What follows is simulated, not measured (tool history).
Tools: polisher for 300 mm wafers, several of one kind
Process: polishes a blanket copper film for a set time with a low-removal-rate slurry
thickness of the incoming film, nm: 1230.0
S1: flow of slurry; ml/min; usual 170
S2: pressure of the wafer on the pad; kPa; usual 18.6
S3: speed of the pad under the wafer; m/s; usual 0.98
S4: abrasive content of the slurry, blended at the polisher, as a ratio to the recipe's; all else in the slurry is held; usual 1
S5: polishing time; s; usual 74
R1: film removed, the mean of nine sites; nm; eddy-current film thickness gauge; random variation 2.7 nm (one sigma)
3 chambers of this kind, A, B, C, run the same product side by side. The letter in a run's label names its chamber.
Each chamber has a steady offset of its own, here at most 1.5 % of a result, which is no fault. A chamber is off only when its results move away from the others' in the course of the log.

run   hour   S1    S2    S3    S4  S5      R1
 1A    5.6  170  18.6  0.98     1  74  212.55
 2C   11.3  170  18.6  0.98     1  74  217.06
 3B   15.9  170  18.6  0.98     1  74  212.29
 4C   20.8  170  18.6  0.98     1  74  216.11
      25.4  -- chamber B: slurry nozzle cleaned
 5B   26.5  170  18.6  0.98     1  74  213.85
      30.9  -- chamber A: worn pad replaced by a new one
      30.9  -- chamber C: slurry blender recalibrated
 6A   31.4  170  18.6  0.98     1  74  212.08
 7B   35.9  170  18.6  0.98     1  74  215.48
 8C     40  170  18.6  0.98  0.75  74  201.18
 9A   44.8  170  18.6  0.98  0.75  74  205.66
10A   48.8  170  18.6  0.98  0.75  74  201.26
11C   53.5  170  18.6  0.98     1  74  214.42
12B   60.2  170  18.6  0.98  1.15  74  218.69
13B   64.9  170  18.6  0.98  1.15  74  221.21
14C   69.6  170  18.6  0.98  1.15  74  222.54
      70.7  -- chamber C: worn pad replaced by a new one
15A     73  170  18.6  0.98     1  74  208.44
16B     76  170  18.6  0.98     1  74  211.07
      76.2  -- chamber A: head pressure recalibrated
      76.8  -- chamber B: worn pad replaced by a new one
17A     79  170  24.1  0.98  1.15  74   319.7
18C   82.9  170  24.1  0.98  1.15  74  284.49
      85.1  -- chamber C: slurry nozzle cleaned
19A   86.5  170  24.1  0.98  1.15  74  313.26
20C   91.1  170  18.6  0.98     1  74   214.1
21B     94  170  18.6  0.98     1  74  213.93
22A   98.7  170  18.6  0.98     1  74   232.7
23B  104.2  170  18.6  0.98     1  74  213.68
24C  108.1  170  18.6  0.98     1  74  212.94
     111.9  -- chamber A: worn pad replaced by a new one
25B  113.1  170  18.6  0.98     1  74  215.33
26A  117.6  170  18.6  0.98     1  74  231.32
27C  124.1  170  22.1  0.98     1  74  254.31
28B  129.9  170  22.1  0.98     1  74   252.9
29C  136.2  170  22.1  0.98     1  74  255.62
30A  139.3  170  18.6  0.98     1  74  240.55
     142.5  -- chamber C: worn pad replaced by a new one
31A  144.3  170  18.6  0.98     1  74  237.98
32B  148.4  170  18.6  0.98     1  74  219.47
33C  154.3  170  18.6  0.98     1  74  214.82
34A  160.4  170  18.6  0.98     1  74  232.08
35B  167.1  170  18.6  0.98     1  74  212.51

All 3 chambers run these settings next. Forecast each chamber's results:
36A   172  170  18.6  0.98   1  74   ?
36B   172  170  18.6  0.98   1  74   ?
36C   172  170  18.6  0.98   1  74   ?

run      R1
36A  231.02
36B  211.14
36C  210.97
